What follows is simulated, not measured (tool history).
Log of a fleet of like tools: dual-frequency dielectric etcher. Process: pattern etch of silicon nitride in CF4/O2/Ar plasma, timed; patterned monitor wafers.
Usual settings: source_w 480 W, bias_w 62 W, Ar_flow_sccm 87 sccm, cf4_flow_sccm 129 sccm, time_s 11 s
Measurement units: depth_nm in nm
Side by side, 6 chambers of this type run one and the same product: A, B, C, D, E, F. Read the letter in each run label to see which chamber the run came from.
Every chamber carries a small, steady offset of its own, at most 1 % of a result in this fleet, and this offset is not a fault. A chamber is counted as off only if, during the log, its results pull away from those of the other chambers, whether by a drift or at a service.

run,day,source_w,bias_w,Ar_flow_sccm,cf4_flow_sccm,time_s,"read-back reference wafer on the same gauge, depth_nm",depth_nm
# day 0.167: chamber D: wet clean of the chamber
1A,0.325,480,62,87,129,11,26.905,22.791
2D,0.642,480,62,87,129,11,26.901,22.631
3F,1.171,480,62,87,129,11,26.853,22.771
4C,1.554,480,62,87,129,11,26.908,22.73
# day 1.604: chamber E: wet clean of the chamber
5B,1.862,480,62,87,129,9.5,26.919,19.681
6E,2.212,480,62,87,129,9.5,26.899,19.834
7A,2.733,480,62,87,129,9.5,26.905,19.76
8D,3.1,480,62,87,129,9.5,26.885,19.725
9E,3.421,480,62,87,129,9.5,26.927,19.421
10C,3.95,480,62,87,129,9.5,26.888,19.637
# day 4.092: chamber C: CF4 flow controller replaced
11B,4.221,420,62,87,129,11,26.909,20.36
# day 4.396: chamber B: wet clean of the chamber
12F,4.5,420,62,87,129,11,26.882,20.274
# day 5.079: chamber A: wet clean of the chamber
13B,5.096,420,62,87,129,11,26.902,20.41
14E,5.4,420,62,87,129,11,26.911,20.327
# day 5.588: chamber C: wet clean of the chamber
15A,5.888,420,62,87,129,11,26.883,20.238
16F,6.412,420,62,87,129,11,26.917,20.197
17C,7.004,480,62,87,151,8.5,26.877,17.744
# day 7.042: chamber A: Ar flow controller replaced
18D,7.429,480,62,87,151,8.5,26.896,17.781
19A,7.996,480,62,87,151,8.5,26.908,18.012
20B,8.592,480,62,87,151,8.5,26.879,18.151
21E,9.154,480,62,87,151,8.5,26.887,17.756
# day 9.388: chamber F: Ar flow controller replaced
22F,9.562,480,62,87,151,8.5,26.906,17.891
23D,10.058,480,62,87,129,11,26.895,22.591
24C,10.417,480,62,87,129,11,26.866,22.645
25E,10.933,480,62,87,129,11,26.901,22.945
26F,11.312,480,62,87,129,11,26.899,22.724
27D,11.662,480,62,87,129,11,26.9,22.406
28B,12.204,480,62,87,129,11,26.921,23.279
29C,12.525,480,62,87,129,11,26.863,22.823
30A,12.817,480,62,87,129,11,26.898,22.77
31F,13.283,480,62,87,129,11,26.91,22.778
# day 13.679: chamber D: Ar flow controller replaced
32C,13.7,480,62,87,129,11,26.868,22.707
33B,14.004,480,62,87,129,11,26.892,23.478
34D,14.346,480,62,87,129,11,26.935,22.593
35E,14.942,480,62,87,129,11,26.918,22.715
36A,15.238,480,62,87,129,11,26.891,22.831
37B,15.738,480,62,87,129,11,26.935,23.578
38E,16.246,480,62,87,129,11,26.901,22.833
39A,16.512,480,62,87,129,11,26.908,22.799

All 6 chambers run these settings next. Forecast each chamber's results:
40A,16.946,480,62,87,129,11,,?
40B,16.946,480,62,87,129,11,,?
40C,16.946,480,62,87,129,11,,?
40D,16.946,480,62,87,129,11,,?
40E,16.946,480,62,87,129,11,,?
40F,16.946,480,62,87,129,11,,?

run,depth_nm
40A,22.646
40B,23.604
40C,22.45
40D,22.8
40E,22.83
40F,22.798

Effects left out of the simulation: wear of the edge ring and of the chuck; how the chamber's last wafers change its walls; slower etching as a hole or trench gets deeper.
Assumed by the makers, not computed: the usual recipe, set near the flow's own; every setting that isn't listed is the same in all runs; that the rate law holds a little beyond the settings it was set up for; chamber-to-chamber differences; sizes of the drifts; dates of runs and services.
